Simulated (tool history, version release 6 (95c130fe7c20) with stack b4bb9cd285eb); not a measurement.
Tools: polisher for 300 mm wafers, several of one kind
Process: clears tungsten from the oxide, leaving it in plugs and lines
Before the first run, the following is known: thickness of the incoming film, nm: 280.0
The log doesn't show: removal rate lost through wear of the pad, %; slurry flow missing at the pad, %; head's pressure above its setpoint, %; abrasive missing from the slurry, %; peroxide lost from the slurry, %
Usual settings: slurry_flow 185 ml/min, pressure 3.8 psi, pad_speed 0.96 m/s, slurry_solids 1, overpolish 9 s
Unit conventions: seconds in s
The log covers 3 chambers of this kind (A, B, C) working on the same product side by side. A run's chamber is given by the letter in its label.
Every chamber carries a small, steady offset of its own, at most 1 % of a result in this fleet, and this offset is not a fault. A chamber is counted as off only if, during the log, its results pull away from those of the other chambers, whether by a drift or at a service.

run,hour,slurry_flow,pressure,pad_speed,slurry_solids,overpolish,wafers polished on this pad,hours since the slurry nozzle was cleaned,hours since the head pressure was calibrated,hours since the slurry blender was calibrated,hours since the slurry got fresh peroxide,seconds
1C,10.5,185,3.8,0.96,1,9,894,599.8,366.4,167.1,13.2,67.05
# hour 18.6: chamber C: head pressure recalibrated
2B,19.2,185,3.8,0.96,1,9,748,338.2,90.4,104.9,78.1,67.141
3A,25.4,185,3.8,0.96,1,9,1249,659.2,1474.1,367.9,51.5,65.948
# hour 34.4: chamber A: slurry blender recalibrated
4C,35.9,185,3.8,0.96,1,9,1120,625.2,17.3,192.5,38.6,67.298
# hour 42.6: chamber B: slurry tank refilled with fresh slurry and peroxide
# hour 43.1: chamber A: worn pad replaced by a new one
# hour 43.7: chamber C: worn pad replaced by a new one
5A,43.7,185,3.8,0.96,1,9,6,677.5,1492.4,9.3,69.8,66.518
# hour 47.7: chamber A: slurry tank refilled with fresh slurry and peroxide
# hour 48.3: chamber B: slurry nozzle cleaned
6B,50.2,185,2.8,0.96,1,9,1023,1.9,121.4,135.9,7.7,90.39
# hour 52.3: chamber B: worn pad replaced by a new one
7C,58,185,2.8,0.96,1,9,127,647.3,39.4,214.6,60.7,91.83
8A,68,185,2.8,0.96,1,9,221,701.8,1516.7,33.6,20.3,89.68
9B,77.9,185,3.8,0.96,1,9,227,29.6,149.1,163.6,35.4,68.037
10C,89.8,185,3.8,0.96,1,9,409,679.1,71.2,246.4,92.5,66.334
# hour 91.7: chamber A: head pressure recalibrated
11B,95.5,185,3.8,0.96,1,9,383,47.2,166.7,181.2,53,67.753
# hour 97.2: chamber C: slurry tank refilled with fresh slurry and peroxide
12A,106.2,185,3.8,0.96,1,9,560,740,14.5,71.8,58.5,67.41
# hour 118: chamber A: slurry tank refilled with fresh slurry and peroxide
13C,119,185,3.8,0.96,1,9,668,708.3,100.4,275.6,21.9,68.141
14A,129.7,185,3.8,0.96,1,9,768,763.5,38,95.3,11.7,65.639
15B,141.1,185,3.8,0.7,1,9,788,92.8,212.3,226.8,98.6,92.231
# hour 146.9: chamber B: worn pad replaced by a new one
# hour 150.8: chamber B: slurry tank refilled with fresh slurry and peroxide
16B,150.9,185,3.8,0.7,1,9,36,102.6,222.1,236.6,0.2,93.105
# hour 153.1: chamber C: slurry blender recalibrated
17A,159.2,185,3.8,0.7,1,9,1030,793,67.5,124.8,41.2,92.091
# hour 161.5: chamber A: slurry nozzle cleaned
18C,171,185,3.8,0.96,1,9,1129,760.3,152.4,18,73.9,67.291
# hour 177.5: chamber A: slurry tank refilled with fresh slurry and peroxide
19C,181.9,185,3.8,0.96,1,9,1226,771.2,163.3,28.9,84.8,67.746
# hour 185.1: chamber C: worn pad replaced by a new one
20B,190.5,185,3.8,0.96,1,9,387,142.2,261.7,276.2,39.8,67.8
# hour 196.3: chamber C: slurry tank refilled with fresh slurry and peroxide
21A,200.8,185,3.8,0.96,1.15,9,1399,39.4,109.1,166.4,23.4,65.063
22A,211.1,185,3.8,0.96,1.15,9,1490,49.7,119.4,176.7,33.7,65.235
23C,221.4,185,3.8,0.96,1.15,9,322,810.7,202.8,68.4,25.1,65.612
# hour 223.9: chamber A: worn pad replaced by a new one
24B,229.1,245,3.8,0.96,1,4,729,180.8,300.3,314.8,78.4,65.287
25B,237.2,245,3.8,0.96,1,4,801,188.9,308.4,322.9,86.5,62.752
# hour 239.2: chamber A: slurry tank refilled with fresh slurry and peroxide
# hour 245: chamber B: slurry tank refilled with fresh slurry and peroxide
26A,245.6,245,3.8,0.96,1,4,193,84.2,153.9,211.2,6.5,64.518
27C,251.8,185,3.8,0.96,1,9,592,841.1,233.2,98.8,55.5,66.681
28C,261.5,185,3.8,0.96,1,9,678,850.8,242.9,108.5,65.2,66.726
# hour 268: chamber B: worn pad replaced by a new one
29B,268.8,185,3.8,0.96,1,9,7,220.5,340,354.5,23.8,68.496
30A,278.8,185,3.8,0.96,1,9,487,117.4,187.1,244.4,39.7,67.989
31C,287.2,185,3.8,0.96,1,9,906,876.5,268.6,134.2,90.9,67.038
# hour 293.7: chamber C: slurry tank refilled with fresh slurry and peroxide
32B,295.9,185,3.8,0.96,1,9,247,247.6,367.1,381.6,50.9,67.326
# hour 300.1: chamber A: slurry tank refilled with fresh slurry and peroxide
33A,305.1,185,3.8,0.96,1,9,720,143.7,213.4,270.7,5,65.99
34C,314.7,185,3.8,0.96,1,9,1150,904,296.1,161.7,21.1,68.599
# hour 315.6: chamber C: worn pad replaced by a new one
# hour 322.3: chamber B: slurry blender recalibrated
35A,323.4,185,3.8,0.96,1,9,883,162,231.7,289,23.3,66.953
36B,333.6,185,3.8,0.96,1,9,581,285.3,404.8,11.4,88.6,67.918
# hour 336: chamber B: slurry tank refilled with fresh slurry and peroxide
# hour 338: chamber C: slurry nozzle cleaned
37C,340.7,185,3.8,0.96,1,9,222,2.8,322.1,187.7,47.1,65.645
38B,349.7,185,3.8,0.96,1,9,724,301.4,420.9,27.5,13.7,65.315

Next, all 3 chambers run the settings below, one line each with question marks for the results. What does each chamber give?
39A,358.9,185,3.8,0.76,1,9,,,,,,?
39B,358.9,185,3.8,0.76,1,9,,,,,,?
39C,358.9,185,3.8,0.76,1,9,,,,,,?

run,seconds
39A,84.891
39B,86.519
39C,82.028

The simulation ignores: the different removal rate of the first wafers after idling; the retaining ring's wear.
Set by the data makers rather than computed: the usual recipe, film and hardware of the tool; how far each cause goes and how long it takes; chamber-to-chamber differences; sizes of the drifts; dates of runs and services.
